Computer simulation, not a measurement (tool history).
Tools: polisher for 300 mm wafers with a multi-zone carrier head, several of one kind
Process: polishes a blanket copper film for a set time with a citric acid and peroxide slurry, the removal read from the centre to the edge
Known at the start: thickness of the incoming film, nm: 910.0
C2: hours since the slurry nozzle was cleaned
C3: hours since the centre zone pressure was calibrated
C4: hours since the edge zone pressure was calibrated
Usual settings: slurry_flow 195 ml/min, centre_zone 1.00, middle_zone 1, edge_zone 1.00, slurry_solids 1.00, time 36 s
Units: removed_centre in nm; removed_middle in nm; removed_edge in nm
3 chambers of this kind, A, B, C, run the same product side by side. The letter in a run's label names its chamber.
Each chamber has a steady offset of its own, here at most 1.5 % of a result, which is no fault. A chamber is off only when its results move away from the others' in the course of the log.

-- hour=7.3 chamber B: worn pad replaced by a new one
run 1B hour=8.7 | slurry_flow=195 centre_zone=1.00 middle_zone=1 edge_zone=1.00 slurry_solids=1.00 time=36 | wafers_polished_on_this_pad=15 C2=16.0 C3=947.6 C4=21.9 | removed_centre=84.595 removed_middle=86.416 removed_edge=86.414
run 2C hour=16.6 | slurry_flow=195 centre_zone=1.00 middle_zone=1 edge_zone=1.00 slurry_solids=1.00 time=36 | wafers_polished_on_this_pad=538 C2=181.5 C3=1253.5 C4=393.0 | removed_centre=85.759 removed_middle=85.529 removed_edge=83.880
run 3A hour=25.7 | slurry_flow=195 centre_zone=1.00 middle_zone=1 edge_zone=1.00 slurry_solids=1.00 time=36 | wafers_polished_on_this_pad=820 C2=375.8 C3=107.1 C4=624.8 | removed_centre=83.397 removed_middle=85.658 removed_edge=83.142
run 4B hour=31.8 | slurry_flow=195 centre_zone=1.00 middle_zone=1 edge_zone=1.00 slurry_solids=1.00 time=36 | wafers_polished_on_this_pad=257 C2=39.1 C3=970.7 C4=45.0 | removed_centre=86.168 removed_middle=85.541 removed_edge=85.223
-- hour=33.0 chamber B: centre zone pressure recalibrated
-- hour=33.7 chamber C: worn pad replaced by a new one
-- hour=39.7 chamber A: slurry nozzle cleaned
run 5C hour=40.7 | slurry_flow=195 centre_zone=1.00 middle_zone=1 edge_zone=1.00 slurry_solids=1.00 time=36 | wafers_polished_on_this_pad=73 C2=205.6 C3=1277.6 C4=417.1 | removed_centre=86.468 removed_middle=85.095 removed_edge=84.859
run 6A hour=50.1 | slurry_flow=195 centre_zone=1.00 middle_zone=1 edge_zone=1.00 slurry_solids=1.00 time=36 | wafers_polished_on_this_pad=1076 C2=10.5 C3=131.5 C4=649.2 | removed_centre=86.728 removed_middle=85.641 removed_edge=84.552
run 7B hour=56.7 | slurry_flow=195 centre_zone=1.00 middle_zone=1 edge_zone=1.00 slurry_solids=1.00 time=36 | wafers_polished_on_this_pad=517 C2=64.0 C3=23.8 C4=69.9 | removed_centre=86.066 removed_middle=85.626 removed_edge=84.027
-- hour=63.8 chamber C: centre zone pressure recalibrated
run 8C hour=64.9 | slurry_flow=195 centre_zone=1.00 middle_zone=1 edge_zone=1.00 slurry_solids=1.00 time=36 | wafers_polished_on_this_pad=326 C2=229.8 C3=1.2 C4=441.3 | removed_centre=84.310 removed_middle=85.844 removed_edge=84.587
run 9A hour=70.5 | slurry_flow=195 centre_zone=1.00 middle_zone=1 edge_zone=1.00 slurry_solids=1.00 time=36 | wafers_polished_on_this_pad=1289 C2=30.9 C3=151.9 C4=669.6 | removed_centre=85.823 removed_middle=85.348 removed_edge=85.189
-- hour=71.3 chamber C: slurry nozzle cleaned
run 10C hour=75.6 | slurry_flow=195 centre_zone=1.00 middle_zone=1 edge_zone=1.00 slurry_solids=1.00 time=36 | wafers_polished_on_this_pad=438 C2=4.3 C3=11.9 C4=452.0 | removed_centre=86.176 removed_middle=85.460 removed_edge=84.475
-- hour=78.9 chamber A: worn pad replaced by a new one
run 11A hour=82.6 | slurry_flow=195 centre_zone=0.95 middle_zone=1 edge_zone=0.89 slurry_solids=1.00 time=36 | wafers_polished_on_this_pad=38 C2=43.0 C3=164.0 C4=681.7 | removed_centre=81.485 removed_middle=85.771 removed_edge=80.175
run 12B hour=89.8 | slurry_flow=195 centre_zone=0.95 middle_zone=1 edge_zone=0.89 slurry_solids=1.00 time=36 | wafers_polished_on_this_pad=864 C2=97.1 C3=56.9 C4=103.0 | removed_centre=80.019 removed_middle=84.862 removed_edge=79.823
run 13B hour=99.3 | slurry_flow=195 centre_zone=0.95 middle_zone=1 edge_zone=0.89 slurry_solids=1.00 time=36 | wafers_polished_on_this_pad=963 C2=106.6 C3=66.4 C4=112.5 | removed_centre=79.143 removed_middle=85.058 removed_edge=78.166
-- hour=99.9 chamber C: worn pad replaced by a new one
-- hour=103.5 chamber B: worn pad replaced by a new one
run 14A hour=110.5 | slurry_flow=195 centre_zone=1.00 middle_zone=1 edge_zone=1.00 slurry_solids=1.00 time=36 | wafers_polished_on_this_pad=330 C2=70.9 C3=191.9 C4=709.6 | removed_centre=85.585 removed_middle=86.235 removed_edge=82.840
run 15C hour=121.1 | slurry_flow=195 centre_zone=1.00 middle_zone=1 edge_zone=1.00 slurry_solids=1.00 time=36 | wafers_polished_on_this_pad=221 C2=49.8 C3=57.4 C4=497.5 | removed_centre=87.122 removed_middle=84.527 removed_edge=84.014
run 16A hour=130.4 | slurry_flow=195 centre_zone=1.00 middle_zone=1 edge_zone=1.00 slurry_solids=1.00 time=36 | wafers_polished_on_this_pad=538 C2=90.8 C3=211.8 C4=729.5 | removed_centre=86.836 removed_middle=85.139 removed_edge=84.794
run 17C hour=136.7 | slurry_flow=195 centre_zone=1.00 middle_zone=1 edge_zone=1.00 slurry_solids=1.00 time=36 | wafers_polished_on_this_pad=385 C2=65.4 C3=73.0 C4=513.1 | removed_centre=86.630 removed_middle=85.221 removed_edge=86.911
-- hour=143.1 chamber C: edge zone pressure recalibrated
run 18B hour=143.3 | slurry_flow=195 centre_zone=1.00 middle_zone=1 edge_zone=1.00 slurry_solids=1.00 time=36 | wafers_polished_on_this_pad=417 C2=150.6 C3=110.4 C4=156.5 | removed_centre=85.066 removed_middle=86.068 removed_edge=84.467
run 19A hour=151.0 | slurry_flow=195 centre_zone=0.89 middle_zone=1 edge_zone=1.00 slurry_solids=0.85 time=36 | wafers_polished_on_this_pad=754 C2=111.4 C3=232.4 C4=750.1 | removed_centre=73.140 removed_middle=82.849 removed_edge=78.457
-- hour=156.1 chamber C: worn pad replaced by a new one
run 20C hour=156.7 | slurry_flow=195 centre_zone=0.89 middle_zone=1 edge_zone=1.00 slurry_solids=0.85 time=36 | wafers_polished_on_this_pad=6 C2=85.4 C3=93.0 C4=13.6 | removed_centre=73.242 removed_middle=82.560 removed_edge=81.165
run 21B hour=164.7 | slurry_flow=195 centre_zone=0.89 middle_zone=1 edge_zone=1.00 slurry_solids=0.85 time=36 | wafers_polished_on_this_pad=641 C2=172.0 C3=131.8 C4=177.9 | removed_centre=70.367 removed_middle=82.447 removed_edge=80.756
run 22C hour=170.8 | slurry_flow=195 centre_zone=1.00 middle_zone=1 edge_zone=1.00 slurry_solids=1.00 time=36 | wafers_polished_on_this_pad=153 C2=99.5 C3=107.1 C4=27.7 | removed_centre=86.022 removed_middle=85.495 removed_edge=84.903
run 23A hour=176.6 | slurry_flow=195 centre_zone=1.00 middle_zone=1 edge_zone=1.00 slurry_solids=1.00 time=36 | wafers_polished_on_this_pad=1022 C2=137.0 C3=258.0 C4=775.7 | removed_centre=84.695 removed_middle=85.179 removed_edge=84.281
run 24B hour=182.4 | slurry_flow=195 centre_zone=1.00 middle_zone=1 edge_zone=1.00 slurry_solids=1.00 time=36 | wafers_polished_on_this_pad=826 C2=189.7 C3=149.5 C4=195.6 | removed_centre=82.912 removed_middle=85.997 removed_edge=84.756
run 25A hour=188.6 | slurry_flow=195 centre_zone=1.00 middle_zone=1 edge_zone=1.00 slurry_solids=1.00 time=36 | wafers_polished_on_this_pad=1147 C2=149.0 C3=270.0 C4=787.7 | removed_centre=86.756 removed_middle=84.012 removed_edge=83.495
-- hour=188.8 chamber B: worn pad replaced by a new one
run 26C hour=196.3 | slurry_flow=195 centre_zone=1.00 middle_zone=1 edge_zone=1.00 slurry_solids=1.00 time=36 | wafers_polished_on_this_pad=420 C2=125.0 C3=132.6 C4=53.2 | removed_centre=85.472 removed_middle=84.651 removed_edge=83.264
-- hour=202.9 chamber A: worn pad replaced by a new one
run 27B hour=204.6 | slurry_flow=195 centre_zone=1.00 middle_zone=1 edge_zone=1.00 slurry_solids=0.80 time=36 | wafers_polished_on_this_pad=165 C2=211.9 C3=171.7 C4=217.8 | removed_centre=80.129 removed_middle=81.680 removed_edge=83.148
run 28B hour=211.2 | slurry_flow=195 centre_zone=1.00 middle_zone=1 edge_zone=1.00 slurry_solids=0.80 time=36 | wafers_polished_on_this_pad=234 C2=218.5 C3=178.3 C4=224.4 | removed_centre=79.727 removed_middle=81.620 removed_edge=80.528
run 29C hour=221.8 | slurry_flow=195 centre_zone=1.00 middle_zone=1 edge_zone=1.00 slurry_solids=0.80 time=36 | wafers_polished_on_this_pad=687 C2=150.5 C3=158.1 C4=78.7 | removed_centre=82.222 removed_middle=81.252 removed_edge=81.250
-- hour=223.8 chamber C: worn pad replaced by a new one
run 30A hour=226.8 | slurry_flow=195 centre_zone=1.00 middle_zone=1 edge_zone=1.00 slurry_solids=1.00 time=36 | wafers_polished_on_this_pad=250 C2=187.2 C3=308.2 C4=825.9 | removed_centre=84.847 removed_middle=86.129 removed_edge=83.999
run 31A hour=233.7 | slurry_flow=195 centre_zone=1.00 middle_zone=1 edge_zone=1.00 slurry_solids=1.00 time=36 | wafers_polished_on_this_pad=322 C2=194.1 C3=315.1 C4=832.8 | removed_centre=85.022 removed_middle=84.584 removed_edge=85.641
run 32C hour=241.7 | slurry_flow=195 centre_zone=1.00 middle_zone=1 edge_zone=1.00 slurry_solids=1.00 time=36 | wafers_polished_on_this_pad=187 C2=170.4 C3=178.0 C4=98.6 | removed_centre=86.741 removed_middle=84.332 removed_edge=82.552
run 33B hour=247.9 | slurry_flow=195 centre_zone=1.00 middle_zone=1 edge_zone=1.00 slurry_solids=1.00 time=36 | wafers_polished_on_this_pad=618 C2=255.2 C3=215.0 C4=261.1 | removed_centre=83.928 removed_middle=84.418 removed_edge=83.894
run 34C hour=258.3 | slurry_flow=150 centre_zone=1.07 middle_zone=1 edge_zone=1.00 slurry_solids=1.00 time=36 | wafers_polished_on_this_pad=361 C2=187.0 C3=194.6 C4=115.2 | removed_centre=88.490 removed_middle=81.334 removed_edge=83.087
run 35B hour=264.3 | slurry_flow=150 centre_zone=1.07 middle_zone=1 edge_zone=1.00 slurry_solids=1.00 time=36 | wafers_polished_on_this_pad=789 C2=271.6 C3=231.4 C4=277.5 | removed_centre=86.203 removed_middle=81.859 removed_edge=82.203
run 36A hour=270.9 | slurry_flow=150 centre_zone=1.07 middle_zone=1 edge_zone=1.00 slurry_solids=1.00 time=36 | wafers_polished_on_this_pad=711 C2=231.3 C3=352.3 C4=870.0 | removed_centre=87.492 removed_middle=81.620 removed_edge=83.768
run 37C hour=279.5 | slurry_flow=195 centre_zone=0.95 middle_zone=1 edge_zone=1.00 slurry_solids=1.00 time=36 | wafers_polished_on_this_pad=583 C2=208.2 C3=215.8 C4=136.4 | removed_centre=82.434 removed_middle=86.278 removed_edge=85.902
-- hour=281.4 chamber B: worn pad replaced by a new one
run 38A hour=289.9 | slurry_flow=195 centre_zone=0.95 middle_zone=1 edge_zone=1.00 slurry_solids=1.00 time=36 | wafers_polished_on_this_pad=910 C2=250.3 C3=371.3 C4=889.0 | removed_centre=78.518 removed_middle=86.387 removed_edge=84.389
run 39B hour=300.8 | slurry_flow=195 centre_zone=0.95 middle_zone=1 edge_zone=1.00 slurry_solids=1.00 time=36 | wafers_polished_on_this_pad=203 C2=308.1 C3=267.9 C4=314.0 | removed_centre=79.189 removed_middle=84.844 removed_edge=85.945

Next, every chamber runs the same settings. What will each give?
run 40A hour=309.0 | slurry_flow=195 centre_zone=1.00 middle_zone=1 edge_zone=1.00 slurry_solids=1.00 time=36 | removed_centre=? removed_middle=? removed_edge=?
run 40B hour=309.0 | slurry_flow=195 centre_zone=1.00 middle_zone=1 edge_zone=1.00 slurry_solids=1.00 time=36 | removed_centre=? removed_middle=? removed_edge=?
run 40C hour=309.0 | slurry_flow=195 centre_zone=1.00 middle_zone=1 edge_zone=1.00 slurry_solids=1.00 time=36 | removed_centre=? removed_middle=? removed_edge=?

run=40A removed_centre=84.357 removed_middle=84.332 removed_edge=86.207
run=40B removed_centre=83.145 removed_middle=85.348 removed_edge=86.110
run=40C removed_centre=86.206 removed_middle=85.058 removed_edge=84.731
